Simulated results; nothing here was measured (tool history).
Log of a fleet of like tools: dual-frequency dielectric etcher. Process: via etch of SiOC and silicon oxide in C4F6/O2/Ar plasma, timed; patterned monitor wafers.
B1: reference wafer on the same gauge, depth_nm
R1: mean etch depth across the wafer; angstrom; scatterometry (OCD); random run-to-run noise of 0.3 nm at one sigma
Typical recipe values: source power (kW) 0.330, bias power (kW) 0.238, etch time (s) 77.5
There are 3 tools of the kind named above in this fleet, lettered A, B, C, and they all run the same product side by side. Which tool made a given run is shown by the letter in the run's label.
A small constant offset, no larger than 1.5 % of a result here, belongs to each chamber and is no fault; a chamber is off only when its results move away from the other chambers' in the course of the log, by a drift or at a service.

run 1A hour=3.9 | source_power_(kW)=0.330 bias_power_(kW)=0.238 etch_time_(s)=77.5 | B1=105.04 | R1=888.22
run 2C hour=9.6 | source_power_(kW)=0.330 bias_power_(kW)=0.238 etch_time_(s)=77.5 | B1=105.11 | R1=899.60
run 3B hour=12.8 | source_power_(kW)=0.330 bias_power_(kW)=0.238 etch_time_(s)=77.5 | B1=105.15 | R1=896.14
run 4A hour=19.6 | source_power_(kW)=0.330 bias_power_(kW)=0.238 etch_time_(s)=77.5 | B1=105.06 | R1=883.69
run 5B hour=23.9 | source_power_(kW)=0.330 bias_power_(kW)=0.238 etch_time_(s)=77.5 | B1=105.11 | R1=897.34
run 6C hour=28.5 | source_power_(kW)=0.330 bias_power_(kW)=0.238 etch_time_(s)=77.5 | B1=105.07 | R1=907.94
run 7B hour=34.5 | source_power_(kW)=0.330 bias_power_(kW)=0.238 etch_time_(s)=77.5 | B1=105.02 | R1=894.82
run 8A hour=40.2 | source_power_(kW)=0.330 bias_power_(kW)=0.238 etch_time_(s)=77.5 | B1=105.12 | R1=885.77
run 9C hour=44.4 | source_power_(kW)=0.330 bias_power_(kW)=0.238 etch_time_(s)=77.5 | B1=104.97 | R1=900.34
run 10B hour=48.1 | source_power_(kW)=0.380 bias_power_(kW)=0.214 etch_time_(s)=77.5 | B1=105.18 | R1=909.77
run 11C hour=53.2 | source_power_(kW)=0.380 bias_power_(kW)=0.214 etch_time_(s)=77.5 | B1=104.99 | R1=918.64
run 12A hour=60.6 | source_power_(kW)=0.380 bias_power_(kW)=0.214 etch_time_(s)=77.5 | B1=105.04 | R1=899.35
run 13A hour=64.2 | source_power_(kW)=0.330 bias_power_(kW)=0.238 etch_time_(s)=77.5 | B1=105.04 | R1=884.02
run 14C hour=70.3 | source_power_(kW)=0.330 bias_power_(kW)=0.238 etch_time_(s)=77.5 | B1=105.22 | R1=902.06
-- hour=73.9 chamber C: source power generator calibrated
run 15B hour=74.6 | source_power_(kW)=0.330 bias_power_(kW)=0.238 etch_time_(s)=77.5 | B1=105.07 | R1=892.11
run 16C hour=81.1 | source_power_(kW)=0.330 bias_power_(kW)=0.238 etch_time_(s)=77.5 | B1=105.12 | R1=903.39
run 17A hour=88.5 | source_power_(kW)=0.330 bias_power_(kW)=0.238 etch_time_(s)=77.5 | B1=105.15 | R1=887.03
run 18B hour=95.2 | source_power_(kW)=0.330 bias_power_(kW)=0.238 etch_time_(s)=77.5 | B1=105.11 | R1=894.66
run 19C hour=99.0 | source_power_(kW)=0.330 bias_power_(kW)=0.213 etch_time_(s)=63.0 | B1=105.08 | R1=703.81
run 20A hour=102.5 | source_power_(kW)=0.330 bias_power_(kW)=0.213 etch_time_(s)=63.0 | B1=105.11 | R1=698.63
run 21B hour=106.1 | source_power_(kW)=0.330 bias_power_(kW)=0.213 etch_time_(s)=63.0 | B1=105.14 | R1=699.49
run 22C hour=111.0 | source_power_(kW)=0.330 bias_power_(kW)=0.238 etch_time_(s)=77.5 | B1=105.07 | R1=907.12
-- hour=114.9 chamber B: source power generator calibrated
run 23A hour=118.3 | source_power_(kW)=0.330 bias_power_(kW)=0.238 etch_time_(s)=77.5 | B1=105.11 | R1=888.32
run 24B hour=122.0 | source_power_(kW)=0.330 bias_power_(kW)=0.238 etch_time_(s)=77.5 | B1=105.10 | R1=897.26
run 25B hour=129.1 | source_power_(kW)=0.330 bias_power_(kW)=0.238 etch_time_(s)=77.5 | B1=105.02 | R1=896.04
run 26C hour=135.9 | source_power_(kW)=0.330 bias_power_(kW)=0.238 etch_time_(s)=77.5 | B1=105.02 | R1=912.90
run 27A hour=140.2 | source_power_(kW)=0.270 bias_power_(kW)=0.238 etch_time_(s)=77.5 | B1=105.12 | R1=823.14
run 28B hour=147.3 | source_power_(kW)=0.270 bias_power_(kW)=0.238 etch_time_(s)=77.5 | B1=105.04 | R1=831.04
run 29A hour=154.7 | source_power_(kW)=0.270 bias_power_(kW)=0.238 etch_time_(s)=77.5 | B1=105.14 | R1=824.45
run 30C hour=161.2 | source_power_(kW)=0.330 bias_power_(kW)=0.238 etch_time_(s)=77.5 | B1=105.05 | R1=914.47
run 31C hour=165.7 | source_power_(kW)=0.330 bias_power_(kW)=0.238 etch_time_(s)=77.5 | B1=105.11 | R1=911.90
run 32A hour=172.2 | source_power_(kW)=0.330 bias_power_(kW)=0.238 etch_time_(s)=77.5 | B1=105.08 | R1=889.48
run 33B hour=176.0 | source_power_(kW)=0.330 bias_power_(kW)=0.238 etch_time_(s)=77.5 | B1=105.07 | R1=891.53
run 34B hour=181.6 | source_power_(kW)=0.330 bias_power_(kW)=0.238 etch_time_(s)=77.5 | B1=105.10 | R1=896.65
run 35A hour=184.9 | source_power_(kW)=0.330 bias_power_(kW)=0.238 etch_time_(s)=77.5 | B1=105.09 | R1=883.52
run 36C hour=188.5 | source_power_(kW)=0.330 bias_power_(kW)=0.197 etch_time_(s)=92.5 | B1=105.11 | R1=1024.50
run 37A hour=195.6 | source_power_(kW)=0.330 bias_power_(kW)=0.197 etch_time_(s)=92.5 | B1=105.04 | R1=991.82
run 38B hour=199.6 | source_power_(kW)=0.330 bias_power_(kW)=0.197 etch_time_(s)=92.5 | B1=105.14 | R1=1003.90
-- hour=200.3 chamber B: wet clean of the chamber
run 39C hour=203.1 | source_power_(kW)=0.330 bias_power_(kW)=0.238 etch_time_(s)=77.5 | B1=105.09 | R1=915.10
run 40C hour=207.5 | source_power_(kW)=0.330 bias_power_(kW)=0.238 etch_time_(s)=77.5 | B1=105.15 | R1=916.12
run 41B hour=211.5 | source_power_(kW)=0.330 bias_power_(kW)=0.238 etch_time_(s)=77.5 | B1=105.10 | R1=897.88
run 42A hour=216.0 | source_power_(kW)=0.330 bias_power_(kW)=0.238 etch_time_(s)=77.5 | B1=105.13 | R1=886.83
run 43A hour=221.9 | source_power_(kW)=0.330 bias_power_(kW)=0.238 etch_time_(s)=77.5 | B1=105.05 | R1=889.59

One chamber off, gauge drift, or nothing amiss beyond the chambers' own small offsets? If it is a chamber, which one, and what is the likeliest cause?

Chamber C drifts away from the others.
Likeliest cause: etch rate over this chamber's usual, % = 2.25.
With only this log, it may be confused with: source power that arrives over what is set, %.

Below are 4 candidate recipes for chamber C's next run, each the usual settings with a change, their results shown as question marks. Which of them brings C's results back in line with what the other chambers give on the usual settings?
In line here means within this much of the mean the other chambers give on the usual settings: R1 10.00 angstrom
run 44C-1 hour=227.3 | source_power_(kW)=0.330 bias_power_(kW)=0.238 etch_time_(s)=76.5 | R1=?
run 44C-2 hour=227.3 | source_power_(kW)=0.330 bias_power_(kW)=0.238 etch_time_(s)=80.5 | R1=?
run 44C-3 hour=227.3 | source_power_(kW)=0.330 bias_power_(kW)=0.239 etch_time_(s)=78.5 | R1=?
run 44C-4 hour=227.3 | source_power_(kW)=0.300 bias_power_(kW)=0.238 etch_time_(s)=77.5 | R1=?

What the other chambers average on the usual settings: R1 889.22 angstrom
run=44C-1 R1=912.23
run=44C-2 R1=959.93
run=44C-3 R1=937.42
run=44C-4 R1=891.79
44C-4 is the one that brings the chamber's results back in line with the other chambers.
